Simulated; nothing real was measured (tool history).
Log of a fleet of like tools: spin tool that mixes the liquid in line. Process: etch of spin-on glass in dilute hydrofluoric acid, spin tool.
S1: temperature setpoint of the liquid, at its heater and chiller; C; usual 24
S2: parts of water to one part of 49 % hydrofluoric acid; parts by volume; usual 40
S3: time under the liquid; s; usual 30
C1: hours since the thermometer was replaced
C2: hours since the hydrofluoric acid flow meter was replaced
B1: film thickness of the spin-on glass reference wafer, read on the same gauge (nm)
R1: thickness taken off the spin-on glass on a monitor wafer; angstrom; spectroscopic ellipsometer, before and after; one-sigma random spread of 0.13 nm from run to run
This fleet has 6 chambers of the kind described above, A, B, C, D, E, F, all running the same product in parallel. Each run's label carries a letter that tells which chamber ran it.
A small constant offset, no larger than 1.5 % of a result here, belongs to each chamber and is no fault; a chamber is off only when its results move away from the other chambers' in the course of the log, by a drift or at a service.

run 1A hour=4.7 | S1=24 S2=40 S3=30 | C1=980.1 C2=209.3 | B1=29.992 | R1=254.33
run 2C hour=10.4 | S1=24 S2=40 S3=30 | C1=130.5 C2=386 | B1=30.015 | R1=254.81
run 3D hour=15.1 | S1=24 S2=40 S3=30 | C1=87.7 C2=1835.5 | B1=30.004 | R1=252.18
run 4E hour=21 | S1=24 S2=40 S3=30 | C1=180.2 C2=195.7 | B1=29.983 | R1=249.08
run 5F hour=24.3 | S1=24 S2=40 S3=30 | C1=520.8 C2=1636.2 | B1=29.998 | R1=253.22
run 6B hour=29.9 | S1=24 S2=55 S3=40 | C1=1433.3 C2=369.9 | B1=30.021 | R1=242.63
run 7B hour=33.1 | S1=24 S2=55 S3=40 | C1=1436.5 C2=373.1 | B1=30.013 | R1=240.03
run 8D hour=37.4 | S1=24 S2=55 S3=40 | C1=110 C2=1857.8 | B1=30.003 | R1=238.9
run 9F hour=41.3 | S1=24 S2=55 S3=40 | C1=537.8 C2=1653.2 | B1=29.97 | R1=242.13
run 10E hour=46.4 | S1=24 S2=55 S3=40 | C1=205.6 C2=221.1 | B1=30.011 | R1=235.51
run 11C hour=52.9 | S1=24 S2=55 S3=40 | C1=173 C2=428.5 | B1=29.987 | R1=244.4
run 12A hour=58.5 | S1=24 S2=40 S3=30 | C1=1033.9 C2=263.1 | B1=30.005 | R1=254.11
-- hour=60.2 chamber C: hydrofluoric acid flow meter replaced
run 13A hour=63.6 | S1=24 S2=40 S3=30 | C1=1039 C2=268.2 | B1=29.99 | R1=254.19
run 14B hour=70 | S1=24 S2=40 S3=30 | C1=1473.4 C2=410 | B1=30.002 | R1=254.15
-- hour=74.4 chamber B: hydrofluoric acid flow meter replaced
run 15F hour=75.5 | S1=24 S2=40 S3=30 | C1=572 C2=1687.4 | B1=29.996 | R1=252.15
run 16C hour=79.9 | S1=24 S2=40 S3=30 | C1=200 C2=19.8 | B1=29.999 | R1=255.61
run 17E hour=86.7 | S1=24 S2=40 S3=30 | C1=245.9 C2=261.4 | B1=29.998 | R1=251.13
run 18D hour=90.8 | S1=24 S2=40 S3=30 | C1=163.4 C2=1911.2 | B1=30.003 | R1=251
run 19B hour=97.5 | S1=24 S2=40 S3=30 | C1=1500.9 C2=23.2 | B1=29.994 | R1=252.66
run 20A hour=101.3 | S1=24 S2=40 S3=30 | C1=1076.7 C2=305.9 | B1=30.008 | R1=253.73
run 21D hour=104.6 | S1=24 S2=40 S3=30 | C1=177.2 C2=1925 | B1=30.005 | R1=250.21
run 22C hour=108 | S1=24 S2=40 S3=30 | C1=228.1 C2=47.9 | B1=30 | R1=257.96
run 23F hour=112.6 | S1=24 S2=40 S3=30 | C1=609.1 C2=1724.5 | B1=29.978 | R1=254.99
run 24E hour=118.2 | S1=24 S2=40 S3=30 | C1=277.4 C2=292.9 | B1=30.012 | R1=248.19
run 25E hour=121.9 | S1=24 S2=40 S3=30 | C1=281.1 C2=296.6 | B1=30.007 | R1=249.31
run 26A hour=125 | S1=24 S2=40 S3=30 | C1=1100.4 C2=329.6 | B1=29.985 | R1=254.18
run 27C hour=129.6 | S1=24 S2=40 S3=30 | C1=249.7 C2=69.5 | B1=29.987 | R1=257.65
run 28B hour=133.8 | S1=24 S2=40 S3=30 | C1=1537.2 C2=59.5 | B1=30.016 | R1=254.38
run 29D hour=137.3 | S1=24 S2=25 S3=20 | C1=209.9 C2=1957.7 | B1=30.014 | R1=272.45
run 30F hour=142.7 | S1=24 S2=25 S3=20 | C1=639.2 C2=1754.6 | B1=29.986 | R1=273.98
run 31C hour=147.5 | S1=24 S2=25 S3=20 | C1=267.6 C2=87.4 | B1=30.023 | R1=274.31
run 32E hour=153.8 | S1=24 S2=25 S3=20 | C1=313 C2=328.5 | B1=29.983 | R1=269.33
run 33B hour=159 | S1=24 S2=25 S3=20 | C1=1562.4 C2=84.7 | B1=30.011 | R1=277.81
run 34A hour=164.5 | S1=24 S2=25 S3=20 | C1=1139.9 C2=369.1 | B1=30 | R1=275.28
run 35F hour=170.6 | S1=24 S2=40 S3=35 | C1=667.1 C2=1782.5 | B1=29.989 | R1=295.12
run 36D hour=177.3 | S1=24 S2=40 S3=35 | C1=249.9 C2=1997.7 | B1=30.003 | R1=292.31
run 37B hour=182 | S1=24 S2=40 S3=35 | C1=1585.4 C2=107.7 | B1=30.016 | R1=294.9
run 38D hour=186.5 | S1=24 S2=40 S3=35 | C1=259.1 C2=2006.9 | B1=29.989 | R1=292.91
run 39A hour=193.2 | S1=24 S2=40 S3=35 | C1=1168.6 C2=397.8 | B1=30.003 | R1=295.67
run 40F hour=197.1 | S1=24 S2=40 S3=35 | C1=693.6 C2=1809 | B1=29.988 | R1=294.81

Predict what each chamber gives when all 6 of them run the settings below next.
run 41A hour=202.1 | S1=24 S2=40 S3=45 | R1=?
run 41B hour=202.1 | S1=24 S2=40 S3=45 | R1=?
run 41C hour=202.1 | S1=24 S2=40 S3=45 | R1=?
run 41D hour=202.1 | S1=24 S2=40 S3=45 | R1=?
run 41E hour=202.1 | S1=24 S2=40 S3=45 | R1=?
run 41F hour=202.1 | S1=24 S2=40 S3=45 | R1=?

run=41A R1=382.53
run=41B R1=379.12
run=41C R1=383.8
run=41D R1=377.2
run=41E R1=359.59
run=41F R1=377.63
